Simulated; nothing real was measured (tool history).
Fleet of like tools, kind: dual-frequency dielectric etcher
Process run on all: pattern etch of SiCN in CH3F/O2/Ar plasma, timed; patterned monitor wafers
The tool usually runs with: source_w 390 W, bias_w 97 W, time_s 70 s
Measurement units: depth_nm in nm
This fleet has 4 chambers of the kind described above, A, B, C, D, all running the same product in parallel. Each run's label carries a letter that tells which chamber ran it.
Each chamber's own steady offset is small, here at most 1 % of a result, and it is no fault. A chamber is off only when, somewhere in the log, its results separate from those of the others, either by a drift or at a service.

| run | day | source_w | bias_w | time_s | hours since the last wet clean | hours since the last source power generator calibration | hours since the last bias power generator calibration | read-back reference wafer on the same gauge, depth_nm | depth_nm |
|---|---|---|---|---|---|---|---|---|---|
| 1C | 0.446 | 390 | 97 | 70 | 83.8 | 500.8 | 1478.9 | 33.573 | 28.784 |
| 2A | 0.754 | 390 | 97 | 70 | 487.6 | 1975 | 3727.9 | 33.61 | 28.853 |
| 3D | 1.262 | 390 | 97 | 70 | 295.7 | 1865 | 1523.8 | 33.588 | 29.103 |
| 4B | 1.85 | 390 | 97 | 70 | 290.4 | 2633.1 | 1518.7 | 33.587 | 28.981 |
| 5D | 2.396 | 390 | 97 | 70 | 322.9 | 1892.2 | 1551 | 33.617 | 29.107 |
| 6C | 2.767 | 390 | 97 | 70 | 139.5 | 556.5 | 1534.6 | 33.635 | 29.185 |
| 7A | 3.058 | 310 | 97 | 70 | 542.9 | 2030.3 | 3783.2 | 33.557 | 26.912 |
|  | 3.067 | chamber A: bias power generator calibrated |
| 8B | 3.538 | 310 | 97 | 70 | 330.9 | 2673.6 | 1559.2 | 33.579 | 26.652 |
| 9C | 3.921 | 310 | 97 | 70 | 167.2 | 584.2 | 1562.3 | 33.64 | 26.828 |
| 10D | 4.317 | 310 | 97 | 70 | 369 | 1938.3 | 1597.1 | 33.598 | 26.678 |
|  | 4.438 | chamber A: wet clean of the chamber |
| 11B | 4.65 | 390 | 97 | 70 | 357.6 | 2700.3 | 1585.9 | 33.597 | 28.937 |
|  | 5.162 | chamber D: wet clean of the chamber |
| 12A | 5.204 | 390 | 97 | 70 | 18.4 | 2081.8 | 51.3 | 33.596 | 29.055 |
| 13B | 5.571 | 340 | 97 | 70 | 379.7 | 2722.4 | 1608 | 33.613 | 27.479 |
| 14A | 6.1 | 340 | 97 | 70 | 39.9 | 2103.3 | 72.8 | 33.588 | 27.593 |
| 15D | 6.679 | 340 | 97 | 70 | 36.4 | 1995 | 1653.8 | 33.648 | 27.455 |
| 16C | 7.05 | 340 | 97 | 70 | 242.3 | 659.3 | 1637.4 | 33.606 | 27.534 |
| 17C | 7.512 | 390 | 97 | 70 | 253.4 | 670.4 | 1648.5 | 33.612 | 29.368 |
| 18D | 7.779 | 390 | 97 | 70 | 62.8 | 2021.4 | 1680.2 | 33.621 | 29.237 |
| 19A | 8.275 | 390 | 97 | 70 | 92.1 | 2155.5 | 125 | 33.602 | 28.636 |
| 20B | 8.783 | 390 | 97 | 70 | 456.8 | 2799.5 | 1685.1 | 33.568 | 28.915 |
| 21D | 9.138 | 390 | 97 | 70 | 95.4 | 2054 | 1712.8 | 33.611 | 29.079 |
| 22C | 9.512 | 390 | 97 | 70 | 301.4 | 718.4 | 1696.5 | 33.57 | 29.067 |
| 23A | 9.775 | 390 | 110 | 70 | 128.1 | 2191.5 | 161 | 33.577 | 30.285 |
|  | 10.071 | chamber B: wet clean of the chamber |
| 24B | 10.133 | 390 | 110 | 70 | 1.6 | 2831.9 | 1717.5 | 33.593 | 30.266 |
| 25B | 10.5 | 390 | 110 | 70 | 10.4 | 2840.7 | 1726.3 | 33.63 | 30.371 |
| 26A | 11.092 | 390 | 110 | 70 | 159.7 | 2223.1 | 192.6 | 33.598 | 30.504 |
| 27C | 11.35 | 390 | 97 | 70 | 345.5 | 762.5 | 1740.6 | 33.559 | 29 |
| 28D | 11.642 | 390 | 97 | 70 | 155.5 | 2114.1 | 1772.9 | 33.602 | 29.163 |
| 29D | 11.904 | 390 | 97 | 70 | 161.8 | 2120.4 | 1779.2 | 33.591 | 28.714 |
| 30C | 12.4 | 390 | 97 | 70 | 370.7 | 787.7 | 1765.8 | 33.562 | 29.238 |
| 31A | 12.933 | 390 | 97 | 70 | 203.9 | 2267.3 | 236.8 | 33.591 | 28.928 |
| 32B | 13.338 | 390 | 97 | 70 | 78.5 | 2908.8 | 1794.4 | 33.601 | 29.009 |
| 33B | 13.729 | 350 | 106 | 70 | 87.9 | 2918.2 | 1803.8 | 33.546 | 28.91 |
| 34D | 14.158 | 350 | 106 | 70 | 215.9 | 2174.5 | 1833.3 | 33.595 | 28.574 |
|  | 14.183 | chamber A: source power generator calibrated |
| 35A | 14.458 | 350 | 106 | 70 | 240.5 | 6.6 | 273.4 | 33.598 | 28.98 |

One chamber off, gauge drift, or nothing amiss beyond the chambers' own small offsets? If it is a chamber, which one, and what is the likeliest cause?

Beyond each chamber's small constant offset nothing stands out, and the gauge stays steady.
